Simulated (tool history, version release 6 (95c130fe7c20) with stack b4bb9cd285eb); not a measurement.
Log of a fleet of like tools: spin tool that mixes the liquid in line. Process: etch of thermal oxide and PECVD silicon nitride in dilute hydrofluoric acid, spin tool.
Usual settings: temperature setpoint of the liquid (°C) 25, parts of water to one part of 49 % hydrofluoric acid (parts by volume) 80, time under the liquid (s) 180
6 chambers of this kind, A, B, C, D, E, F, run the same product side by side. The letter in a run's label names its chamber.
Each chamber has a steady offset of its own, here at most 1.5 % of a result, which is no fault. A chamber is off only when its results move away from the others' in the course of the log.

run	day	temperature setpoint of the liquid (°C)	parts of water to one part of 49 % hydrofluoric acid (parts by volume)	time under the liquid (s)	hours since the thermometer was replaced	hours since the hydrofluoric acid flow meter was replaced	read-back film thickness of the thermal oxide reference wafer, read on the same gauge (nm)	read-back film thickness of the PECVD silicon nitride reference wafer, read on the same gauge (nm)	thickness taken off the thermal oxide on a monitor wafer (Å)	thickness taken off the PECVD silicon nitride on a monitor wafer (Å)
1F	0.342	25	80	180	508.5	1605.5	109.99	139.99	114.15	124.57
# day 0.554: chamber A: thermometer replaced
2A	0.65	25	80	180	2.4	581.6	109.98	139.99	114.07	124.74
3D	1.038	25	80	180	926	1684.1	110	140	116.51	125.18
4B	1.467	25	80	180	615.1	137.5	110.02	139.98	116.77	123.54
5E	1.862	28.5	80	285	479.9	1719	109.98	140	208.11	243.78
6C	2.408	28.5	80	285	2223	444	109.99	140	207.54	250.29
7D	2.896	28.5	80	285	970.6	1728.7	110.01	139.98	211.12	250.15
8F	3.521	28.5	80	285	584.8	1681.8	109.98	139.97	208.46	247.03
9A	3.858	28.5	80	285	79.4	658.6	110	139.99	208.68	247.29
# day 4.225: chamber C: thermometer replaced
10E	4.496	28.5	80	285	543.1	1782.2	110	139.98	207.71	246.49
11B	4.983	27.5	110	180	699.5	221.9	109.99	140	90.202	107.23
12C	5.554	27.5	110	180	32	519.5	110.01	140.01	89.618	108.48
13A	6.117	27.5	110	180	133.6	712.8	109.98	140.01	88.464	107.1
14D	6.583	27.5	110	180	1059.1	1817.2	109.99	139.96	89.3	107.56
15C	7.021	27.5	110	180	67.2	554.7	110	140.04	90.456	109.28
16E	7.592	27.5	110	180	617.4	1856.5	110.01	139.99	87.945	103.92
17B	8.179	25	80	180	776.2	298.6	110.01	139.99	116.47	123.7
18F	8.512	25	80	180	704.6	1801.6	109.99	139.97	114.81	124.77
19D	9.088	25	80	180	1119.2	1877.3	110	140.01	116.28	126.19
20C	9.45	25	80	180	125.5	613	109.99	139.98	116.56	129.14
21B	9.979	25	80	180	819.4	341.8	110.02	139.99	116.12	123.93
22E	10.475	25	80	180	686.6	1925.7	110.02	140.05	114.71	122.73
23A	10.771	25	80	180	245.3	824.5	110.01	140	114.59	124.59
24F	11.388	25	80	180	773.6	1870.6	109.99	140	114.25	123.69
25F	11.938	25	80	180	786.8	1883.8	110.01	140.02	114.22	124.33
26C	12.35	25	50	180	195.1	682.6	110	139.97	195.17	204.35
27D	12.958	25	50	180	1212.1	1970.2	109.99	139.97	191.76	197.27
28E	13.475	25	50	180	758.6	1997.7	109.99	139.98	193.38	196.25
# day 13.771: chamber F: thermometer replaced
29B	13.929	25	50	180	914.2	436.6	110.01	140.01	192.04	194.74
30A	14.392	25	50	180	332.2	911.4	110	140	193.01	198.02
31F	14.767	25	50	180	24	1951.7	110	140	192.02	200.19
32E	15.388	25	55	245	804.5	2043.6	110	140.01	235.71	246.04
33D	15.967	25	55	245	1284.3	2042.4	110	139.95	235.98	245.25
34A	16.271	25	55	245	377.3	956.5	109.98	139.99	235.78	243.98
35B	16.729	25	55	245	981.4	503.8	110.01	140.03	235.41	242.18
36C	17.017	25	55	245	307.1	794.6	110.01	140.01	243.14	256.08
37C	17.592	25	55	245	320.9	808.4	109.98	140	243.97	258.38
38A	17.983	25	80	180	418.4	997.6	110.03	140.02	115.47	124.61
39D	18.55	25	80	105	1346.3	2104.4	110.01	140.02	68.088	73.448
40E	19.033	25	80	105	892	2131.1	109.99	140	66.687	72.781

All 6 chambers run these settings next. Forecast each chamber's results:
41A	19.496	25	80	180					?	?
41B	19.496	25	80	180					?	?
41C	19.496	25	80	180					?	?
41D	19.496	25	80	180					?	?
41E	19.496	25	80	180					?	?
41F	19.496	25	80	180					?	?

run	thickness taken off the thermal oxide on a monitor wafer (Å)	thickness taken off the PECVD silicon nitride on a monitor wafer (Å)
41A	115.97	124.54
41B	115.47	122.9
41C	120.02	132.29
41D	116.06	125.08
41E	115.69	123.71
41F	113.49	124.65
